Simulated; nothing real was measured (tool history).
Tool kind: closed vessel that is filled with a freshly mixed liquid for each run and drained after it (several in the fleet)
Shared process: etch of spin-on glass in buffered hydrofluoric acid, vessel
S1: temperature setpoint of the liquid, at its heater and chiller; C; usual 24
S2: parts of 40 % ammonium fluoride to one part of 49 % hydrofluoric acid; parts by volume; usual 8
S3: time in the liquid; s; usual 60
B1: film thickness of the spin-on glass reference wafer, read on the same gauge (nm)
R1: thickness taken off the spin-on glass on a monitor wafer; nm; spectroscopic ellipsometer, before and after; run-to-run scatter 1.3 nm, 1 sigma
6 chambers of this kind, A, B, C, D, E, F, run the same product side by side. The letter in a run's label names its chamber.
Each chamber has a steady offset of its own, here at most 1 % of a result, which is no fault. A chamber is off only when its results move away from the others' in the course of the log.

run,hour,S1,S2,S3,B1,R1
1A,4,24,8,60,139.99,127.98
2B,8.4,24,8,60,139.99,128.16
3F,12.6,24,8,60,140.01,130.89
4D,16.6,24,8,60,140.01,129.45
5E,23.3,24,8,60,140.02,130.51
6C,28.7,24,8,60,139.99,132.46
7D,36.8,24,8,60,139.94,126.82
8A,43.3,24,8,60,140,127.95
9F,49.1,24,8,60,140.03,131.37
10E,56.5,24,8,60,140.02,131.02
11C,61.8,24,8,60,140,130.96
12B,67.2,24,8,60,139.98,127.19
13D,72.8,24,8,60,139.99,131.21
14F,77.1,24,8,60,139.97,128.2
15A,84.2,24,8,60,140,128.3
16C,90,24,8,60,139.96,128.97
17E,93.7,24,8,60,140.05,130.31
# hour 96.3: chamber F: hydrofluoric acid flow meter replaced
18B,100.8,24,8,60,139.94,131.19
19D,106.6,24,8,60,140.05,128.88
20F,114.7,24,8,60,140.05,129.53
21B,122.3,27,6.5,60,139.98,189.77
22E,130,27,6.5,60,139.97,190.19
23A,137,27,6.5,60,139.95,187.93
24C,141.8,27,6.5,60,139.99,185.19
25B,148,27,6.5,60,139.95,192.31
26E,154.3,27,6.5,60,139.99,187.54
27C,159.7,24,8,60,139.99,124.45
28A,166.5,28,8,35,139.96,93.652
29D,171.7,28,8,35,139.98,93.937
30F,177.2,28,8,35,139.99,93.156
31B,185.5,28,8,35,139.97,95.169
32C,192,28,8,35,139.97,88.216
33F,196.8,28,8,35,139.99,93.649
34D,202.1,24,8,60,139.99,129.77
35E,207.7,24,8,60,140.02,130.16
36A,213.1,24,8,60,139.97,128.03
37F,220,22,6,60,139.98,152.75
38C,228,22,6,60,140.07,145.3

For the next run the whole fleet of 6 chambers uses the same settings. Give each chamber's results:
39A,234,24,8,60,,?
39B,234,24,8,60,,?
39C,234,24,8,60,,?
39D,234,24,8,60,,?
39E,234,24,8,60,,?
39F,234,24,8,60,,?

run,R1
39A,130.43
39B,129.67
39C,119.29
39D,128.5
39E,128.53
39F,127.35

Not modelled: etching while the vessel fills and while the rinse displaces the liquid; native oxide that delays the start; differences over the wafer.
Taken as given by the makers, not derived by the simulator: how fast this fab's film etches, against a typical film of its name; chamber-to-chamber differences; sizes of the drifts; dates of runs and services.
